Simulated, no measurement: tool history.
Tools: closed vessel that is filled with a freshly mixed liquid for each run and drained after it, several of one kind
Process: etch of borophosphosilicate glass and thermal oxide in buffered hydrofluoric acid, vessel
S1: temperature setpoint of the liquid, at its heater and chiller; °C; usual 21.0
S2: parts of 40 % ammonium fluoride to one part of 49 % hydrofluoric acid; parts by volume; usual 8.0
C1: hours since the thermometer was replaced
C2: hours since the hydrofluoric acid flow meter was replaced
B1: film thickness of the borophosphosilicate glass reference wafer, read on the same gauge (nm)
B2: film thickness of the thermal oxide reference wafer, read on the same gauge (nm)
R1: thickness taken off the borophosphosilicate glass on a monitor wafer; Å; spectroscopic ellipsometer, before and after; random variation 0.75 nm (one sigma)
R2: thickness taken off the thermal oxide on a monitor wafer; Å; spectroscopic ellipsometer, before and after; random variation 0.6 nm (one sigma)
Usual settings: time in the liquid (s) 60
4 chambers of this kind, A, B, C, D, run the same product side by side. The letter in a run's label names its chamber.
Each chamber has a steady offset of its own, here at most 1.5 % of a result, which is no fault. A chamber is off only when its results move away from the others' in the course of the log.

Run 1B, day 0.154: usual settings; C1 177.0; C2 521.6; B1 110.00; B2 39.961. Result: R1 838.65 Å, R2 685.40 Å.
Run 2D, day 0.354: usual settings; C1 612.9; C2 30.3; B1 109.98; B2 40.012. Result: R1 830.83 Å, R2 701.39 Å.
Run 3C, day 0.575: usual settings; C1 212.5; C2 1422.6; B1 110.02; B2 39.964. Result: R1 853.74 Å, R2 703.73 Å.
At day 0.633: chamber A: hydrofluoric acid flow meter replaced.
Run 4A, day 0.767: usual settings; C1 540.5; C2 3.2; B1 110.02; B2 39.979. Result: R1 834.87 Å, R2 691.37 Å.
Run 5B, day 1.004: usual settings; C1 197.4; C2 542.0; B1 110.01; B2 39.975. Result: R1 839.21 Å, R2 699.41 Å.
Run 6A, day 1.121: usual settings; C1 549.0; C2 11.7; B1 109.99; B2 40.035. Result: R1 837.23 Å, R2 693.50 Å.
Run 7C, day 1.229: usual settings; C1 228.2; C2 1438.3; B1 109.99; B2 39.994. Result: R1 842.38 Å, R2 710.25 Å.
Run 8D, day 1.438: usual settings; C1 638.9; C2 56.3; B1 110.01; B2 39.960. Result: R1 824.72 Å, R2 715.36 Å.
Run 9C, day 1.679: usual settings but S1 18.5 °C; C1 239.0; C2 1449.1; B1 110.00; B2 40.003. Result: R1 742.69 Å, R2 609.00 Å.
Run 10B, day 1.912: usual settings but S1 18.5 °C; C1 219.2; C2 563.8; B1 110.01; B2 39.988. Result: R1 738.57 Å, R2 606.56 Å.
Run 11D, day 2.108: usual settings but S1 18.5 °C; C1 655.0; C2 72.4; B1 109.99; B2 39.984. Result: R1 727.51 Å, R2 617.29 Å.
Run 12A, day 2.229: usual settings but S1 18.5 °C; C1 575.6; C2 38.3; B1 110.01; B2 40.009. Result: R1 722.54 Å, R2 606.76 Å.
Run 13B, day 2.442: usual settings; C1 231.9; C2 576.5; B1 109.99; B2 40.010. Result: R1 838.86 Å, R2 695.97 Å.
Run 14A, day 2.650: usual settings; C1 585.7; C2 48.4; B1 109.99; B2 39.988. Result: R1 827.27 Å, R2 704.55 Å.
Run 15C, day 2.796: usual settings; C1 265.8; C2 1475.9; B1 109.99; B2 40.026. Result: R1 849.29 Å, R2 707.13 Å.
Run 16D, day 2.954: usual settings; C1 675.3; C2 92.7; B1 110.02; B2 39.985. Result: R1 844.76 Å, R2 696.98 Å.
Run 17C, day 3.200: usual settings; C1 275.5; C2 1485.6; B1 110.00; B2 40.024. Result: R1 846.72 Å, R2 698.06 Å.
Run 18D, day 3.383: usual settings; C1 685.6; C2 103.0; B1 110.00; B2 39.986. Result: R1 837.81 Å, R2 707.52 Å.
Run 19A, day 3.525: usual settings; C1 606.7; C2 69.4; B1 110.00; B2 40.024. Result: R1 825.90 Å, R2 700.11 Å.
Run 20B, day 3.708: usual settings; C1 262.3; C2 606.9; B1 109.99; B2 40.027. Result: R1 847.96 Å, R2 696.59 Å.
Run 21A, day 3.817: usual settings but S1 24.5 °C, time in the liquid (s) 40; C1 613.7; C2 76.4; B1 110.01; B2 39.986. Result: R1 668.03 Å, R2 566.30 Å.
Run 22B, day 3.946: usual settings but S1 24.5 °C, time in the liquid (s) 40; C1 268.0; C2 612.6; B1 110.00; B2 39.955. Result: R1 667.82 Å, R2 566.61 Å.
Run 23C, day 4.158: usual settings but S1 24.5 °C, time in the liquid (s) 40; C1 298.5; C2 1508.6; B1 110.00; B2 40.046. Result: R1 686.37 Å, R2 571.44 Å.
Run 24D, day 4.292: usual settings but S1 24.5 °C, time in the liquid (s) 40; C1 707.4; C2 124.8; B1 110.01; B2 39.997. Result: R1 675.60 Å, R2 560.80 Å.
Run 25B, day 4.512: usual settings but S2 5.5 parts by volume, time in the liquid (s) 70; C1 281.6; C2 626.2; B1 110.01; B2 40.023. Result: R1 1387.40 Å, R2 1141.60 Å.
Run 26D, day 4.662: usual settings but S2 5.5 parts by volume, time in the liquid (s) 70; C1 716.3; C2 133.7; B1 109.98; B2 39.967. Result: R1 1391.70 Å, R2 1172.70 Å.
Run 27C, day 4.817: usual settings but S2 5.5 parts by volume, time in the liquid (s) 70; C1 314.3; C2 1524.4; B1 110.01; B2 39.966. Result: R1 1414.40 Å, R2 1160.20 Å.
Run 28A, day 4.988: usual settings but S2 5.5 parts by volume, time in the liquid (s) 70; C1 641.8; C2 104.5; B1 110.02; B2 40.014. Result: R1 1416.20 Å, R2 1167.90 Å.
Run 29A, day 5.150: usual settings; C1 645.7; C2 108.4; B1 109.98; B2 40.040. Result: R1 825.06 Å, R2 697.38 Å.
Run 30B, day 5.375: usual settings; C1 302.3; C2 646.9; B1 110.02; B2 40.013. Result: R1 847.79 Å, R2 689.66 Å.
Run 31D, day 5.583: usual settings; C1 738.4; C2 155.8; B1 110.00; B2 39.988. Result: R1 827.18 Å, R2 705.33 Å.
Run 32C, day 5.821: usual settings but S1 17.5 °C, S2 6.0 parts by volume; C1 338.4; C2 1548.5; B1 110.00; B2 39.979. Result: R1 922.34 Å, R2 753.53 Å.
Run 33C, day 5.938: usual settings but S1 17.5 °C, S2 6.0 parts by volume; C1 341.2; C2 1551.3; B1 109.99; B2 40.055. Result: R1 921.56 Å, R2 761.55 Å.
Run 34A, day 6.121: usual settings but S1 17.5 °C, S2 6.0 parts by volume; C1 669.0; C2 131.7; B1 109.99; B2 39.979. Result: R1 899.16 Å, R2 747.20 Å.
Run 35B, day 6.246: usual settings but S1 17.5 °C, S2 6.0 parts by volume; C1 323.2; C2 667.8; B1 110.01; B2 40.007. Result: R1 925.30 Å, R2 756.20 Å.
Run 36D, day 6.471: usual settings; C1 759.7; C2 177.1; B1 109.99; B2 39.981. Result: R1 828.30 Å, R2 697.94 Å.
Run 37A, day 6.700: usual settings; C1 682.9; C2 145.6; B1 110.00; B2 39.954. Result: R1 832.12 Å, R2 697.51 Å.
Run 38D, day 6.892: usual settings; C1 769.8; C2 187.2; B1 110.01; B2 39.947. Result: R1 836.79 Å, R2 710.89 Å.
Run 39C, day 7.012: usual settings; C1 367.0; C2 1577.1; B1 110.02; B2 39.992. Result: R1 848.65 Å, R2 706.98 Å.

Is one chamber off against the others, does the gauge drift, or is nothing wrong? If a chamber is off, say which, and what the likeliest cause is.

No chamber stands off beyond its own small offset, and the gauge holds steady.

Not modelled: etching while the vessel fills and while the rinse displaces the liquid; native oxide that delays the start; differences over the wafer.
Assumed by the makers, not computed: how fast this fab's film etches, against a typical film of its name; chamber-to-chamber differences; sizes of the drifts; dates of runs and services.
